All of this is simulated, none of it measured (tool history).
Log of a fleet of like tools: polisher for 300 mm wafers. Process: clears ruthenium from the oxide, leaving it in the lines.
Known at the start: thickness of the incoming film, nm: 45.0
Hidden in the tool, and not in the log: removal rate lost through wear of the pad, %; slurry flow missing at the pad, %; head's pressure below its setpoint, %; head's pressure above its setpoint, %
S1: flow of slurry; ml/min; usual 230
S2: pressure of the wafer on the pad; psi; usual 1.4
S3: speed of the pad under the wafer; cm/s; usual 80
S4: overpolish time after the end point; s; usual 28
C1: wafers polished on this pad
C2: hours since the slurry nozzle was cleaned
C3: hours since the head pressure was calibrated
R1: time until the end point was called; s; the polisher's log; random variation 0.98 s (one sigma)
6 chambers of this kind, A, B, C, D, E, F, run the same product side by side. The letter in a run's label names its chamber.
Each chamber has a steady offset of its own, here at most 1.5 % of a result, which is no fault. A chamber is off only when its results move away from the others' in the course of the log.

{"run": "1B", "hour": 7.6, "S1": 230, "S2": 1.4, "S3": 80, "S4": 28, "C1": 198, "C2": 20.9, "C3": 1336.6, "R1": 74.099}
{"hour": 15.9, "done": "chamber F: worn pad replaced by a new one"}
{"run": "2A", "hour": 16.3, "S1": 230, "S2": 1.4, "S3": 80, "S4": 28, "C1": 803, "C2": 333.0, "C3": 161.6, "R1": 75.622}
{"hour": 21.6, "done": "chamber A: worn pad replaced by a new one"}
{"run": "3D", "hour": 28.9, "S1": 230, "S2": 1.4, "S3": 80, "S4": 28, "C1": 228, "C2": 171.9, "C3": 159.2, "R1": 74.023}
{"run": "4C", "hour": 37.8, "S1": 230, "S2": 1.4, "S3": 80, "S4": 28, "C1": 618, "C2": 179.7, "C3": 1240.3, "R1": 74.991}
{"run": "5F", "hour": 48.1, "S1": 230, "S2": 1.4, "S3": 80, "S4": 28, "C1": 201, "C2": 64.2, "C3": 464.2, "R1": 73.954}
{"hour": 59.6, "done": "chamber C: head pressure recalibrated"}
{"run": "6E", "hour": 64.1, "S1": 230, "S2": 1.4, "S3": 80, "S4": 28, "C1": 811, "C2": 235.4, "C3": 810.6, "R1": 74.485}
{"hour": 72.4, "done": "chamber B: worn pad replaced by a new one"}
{"run": "7E", "hour": 75.8, "S1": 230, "S2": 1.4, "S3": 80, "S4": 28, "C1": 884, "C2": 247.1, "C3": 822.3, "R1": 74.115}
{"run": "8A", "hour": 91.8, "S1": 230, "S2": 1.4, "S3": 80, "S4": 28, "C1": 439, "C2": 408.5, "C3": 237.1, "R1": 75.308}
{"hour": 94.6, "done": "chamber B: head pressure recalibrated"}
{"run": "9C", "hour": 100.5, "S1": 230, "S2": 1.4, "S3": 80, "S4": 28, "C1": 1011, "C2": 242.4, "C3": 40.9, "R1": 74.717}
{"hour": 105.5, "done": "chamber F: worn pad replaced by a new one"}
{"hour": 106.3, "done": "chamber C: worn pad replaced by a new one"}
{"run": "10F", "hour": 111.1, "S1": 230, "S2": 1.4, "S3": 80, "S4": 28, "C1": 35, "C2": 127.2, "C3": 527.2, "R1": 74.427}
{"run": "11D", "hour": 120.1, "S1": 230, "S2": 1.4, "S3": 80, "S4": 28, "C1": 799, "C2": 263.1, "C3": 250.4, "R1": 75.556}
{"run": "12B", "hour": 127.3, "S1": 230, "S2": 1.4, "S3": 80, "S4": 28, "C1": 343, "C2": 140.6, "C3": 32.8, "R1": 74.195}
{"run": "13F", "hour": 135.3, "S1": 230, "S2": 1.4, "S3": 80, "S4": 28, "C1": 186, "C2": 151.4, "C3": 551.4, "R1": 72.885}
{"hour": 147.6, "done": "chamber D: worn pad replaced by a new one"}
{"run": "14B", "hour": 149.0, "S1": 230, "S2": 1.4, "S3": 80, "S4": 28, "C1": 479, "C2": 162.3, "C3": 54.5, "R1": 74.674}
{"hour": 151.3, "done": "chamber A: worn pad replaced by a new one"}
{"run": "15D", "hour": 157.2, "S1": 230, "S2": 1.4, "S3": 80, "S4": 28, "C1": 60, "C2": 300.2, "C3": 287.5, "R1": 75.212}
{"hour": 157.5, "done": "chamber E: worn pad replaced by a new one"}
{"run": "16A", "hour": 165.3, "S1": 230, "S2": 1.4, "S3": 80, "S4": 28, "C1": 87, "C2": 482.0, "C3": 310.6, "R1": 76.77}
{"run": "17E", "hour": 174.4, "S1": 230, "S2": 1.4, "S3": 80, "S4": 28, "C1": 106, "C2": 345.7, "C3": 920.9, "R1": 74.876}
{"run": "18C", "hour": 181.6, "S1": 230, "S2": 1.4, "S3": 80, "S4": 28, "C1": 471, "C2": 323.5, "C3": 122.0, "R1": 72.839}
{"hour": 186.9, "done": "chamber D: slurry nozzle cleaned"}
{"run": "19F", "hour": 195.7, "S1": 230, "S2": 1.4, "S3": 80, "S4": 28, "C1": 564, "C2": 211.8, "C3": 611.8, "R1": 75.227}
{"hour": 195.8, "done": "chamber B: worn pad replaced by a new one"}
{"run": "20C", "hour": 204.5, "S1": 230, "S2": 1.4, "S3": 80, "S4": 34, "C1": 615, "C2": 346.4, "C3": 144.9, "R1": 73.054}
{"hour": 213.9, "done": "chamber F: worn pad replaced by a new one"}
{"run": "21B", "hour": 219.1, "S1": 230, "S2": 1.4, "S3": 80, "S4": 34, "C1": 146, "C2": 232.4, "C3": 124.6, "R1": 72.772}
{"run": "22E", "hour": 231.0, "S1": 230, "S2": 1.4, "S3": 80, "S4": 34, "C1": 460, "C2": 402.3, "C3": 977.5, "R1": 73.912}
{"run": "23A", "hour": 241.9, "S1": 230, "S2": 1.4, "S3": 80, "S4": 34, "C1": 567, "C2": 558.6, "C3": 387.2, "R1": 79.783}
{"run": "24D", "hour": 254.6, "S1": 230, "S2": 1.4, "S3": 80, "S4": 34, "C1": 670, "C2": 67.8, "C3": 384.9, "R1": 73.726}
{"hour": 261.6, "done": "chamber E: head pressure recalibrated"}
{"hour": 263.1, "done": "chamber C: worn pad replaced by a new one"}
{"run": "25B", "hour": 263.4, "S1": 230, "S2": 1.4, "S3": 80, "S4": 34, "C1": 423, "C2": 276.7, "C3": 168.9, "R1": 73.61}
{"hour": 272.9, "done": "chamber D: head pressure recalibrated"}
{"run": "26F", "hour": 276.6, "S1": 230, "S2": 1.4, "S3": 80, "S4": 28, "C1": 392, "C2": 292.7, "C3": 692.7, "R1": 74.357}
{"hour": 283.2, "done": "chamber A: worn pad replaced by a new one"}
{"run": "27E", "hour": 287.7, "S1": 230, "S2": 1.4, "S3": 80, "S4": 28, "C1": 815, "C2": 459.0, "C3": 26.2, "R1": 74.933}
{"hour": 293.4, "done": "chamber C: slurry nozzle cleaned"}
{"run": "28D", "hour": 298.5, "S1": 230, "S2": 1.4, "S3": 80, "S4": 28, "C1": 945, "C2": 111.7, "C3": 25.6, "R1": 74.531}
{"hour": 305.9, "done": "chamber D: worn pad replaced by a new one"}
{"hour": 307.4, "done": "chamber B: worn pad replaced by a new one"}
{"run": "29A", "hour": 313.4, "S1": 230, "S2": 1.4, "S3": 80, "S4": 28, "C1": 189, "C2": 630.1, "C3": 458.7, "R1": 82.566}
{"hour": 320.6, "done": "chamber F: worn pad replaced by a new one"}
{"hour": 326.2, "done": "chamber F: slurry nozzle cleaned"}
{"run": "30C", "hour": 327.6, "S1": 230, "S2": 1.4, "S3": 80, "S4": 28, "C1": 404, "C2": 34.3, "C3": 268.0, "R1": 76.227}
{"run": "31F", "hour": 335.3, "S1": 230, "S2": 1.4, "S3": 80, "S4": 28, "C1": 92, "C2": 9.2, "C3": 751.4, "R1": 74.164}
{"run": "32E", "hour": 348.5, "S1": 230, "S2": 1.4, "S3": 80, "S4": 28, "C1": 1196, "C2": 519.8, "C3": 87.0, "R1": 75.026}
{"run": "33C", "hour": 361.9, "S1": 230, "S2": 1.4, "S3": 80, "S4": 28, "C1": 619, "C2": 68.6, "C3": 302.3, "R1": 73.154}
{"run": "34D", "hour": 373.3, "S1": 230, "S2": 1.4, "S3": 80, "S4": 28, "C1": 422, "C2": 186.5, "C3": 100.4, "R1": 73.536}
{"run": "35B", "hour": 383.0, "S1": 230, "S2": 1.4, "S3": 80, "S4": 28, "C1": 474, "C2": 396.3, "C3": 288.5, "R1": 73.086}
{"run": "36A", "hour": 390.6, "S1": 230, "S2": 1.4, "S3": 80, "S4": 28, "C1": 673, "C2": 707.3, "C3": 535.9, "R1": 83.23}
{"run": "37E", "hour": 401.5, "S1": 230, "S2": 1.4, "S3": 80, "S4": 28, "C1": 1528, "C2": 572.8, "C3": 140.0, "R1": 73.923}
{"run": "38B", "hour": 409.8, "S1": 230, "S2": 1.4, "S3": 108, "S4": 28, "C1": 641, "C2": 423.1, "C3": 315.3, "R1": 55.804}

All 6 chambers run these settings next. Forecast each chamber's results:
{"run": "39A", "hour": 421.3, "S1": 230, "S2": 1.1, "S3": 80, "S4": 28, "R1": "?"}
{"run": "39B", "hour": 421.3, "S1": 230, "S2": 1.1, "S3": 80, "S4": 28, "R1": "?"}
{"run": "39C", "hour": 421.3, "S1": 230, "S2": 1.1, "S3": 80, "S4": 28, "R1": "?"}
{"run": "39D", "hour": 421.3, "S1": 230, "S2": 1.1, "S3": 80, "S4": 28, "R1": "?"}
{"run": "39E", "hour": 421.3, "S1": 230, "S2": 1.1, "S3": 80, "S4": 28, "R1": "?"}
{"run": "39F", "hour": 421.3, "S1": 230, "S2": 1.1, "S3": 80, "S4": 28, "R1": "?"}

run=39A R1=108.260
run=39B R1=94.777
run=39C R1=95.744
run=39D R1=96.790
run=39E R1=93.854
run=39F R1=96.963
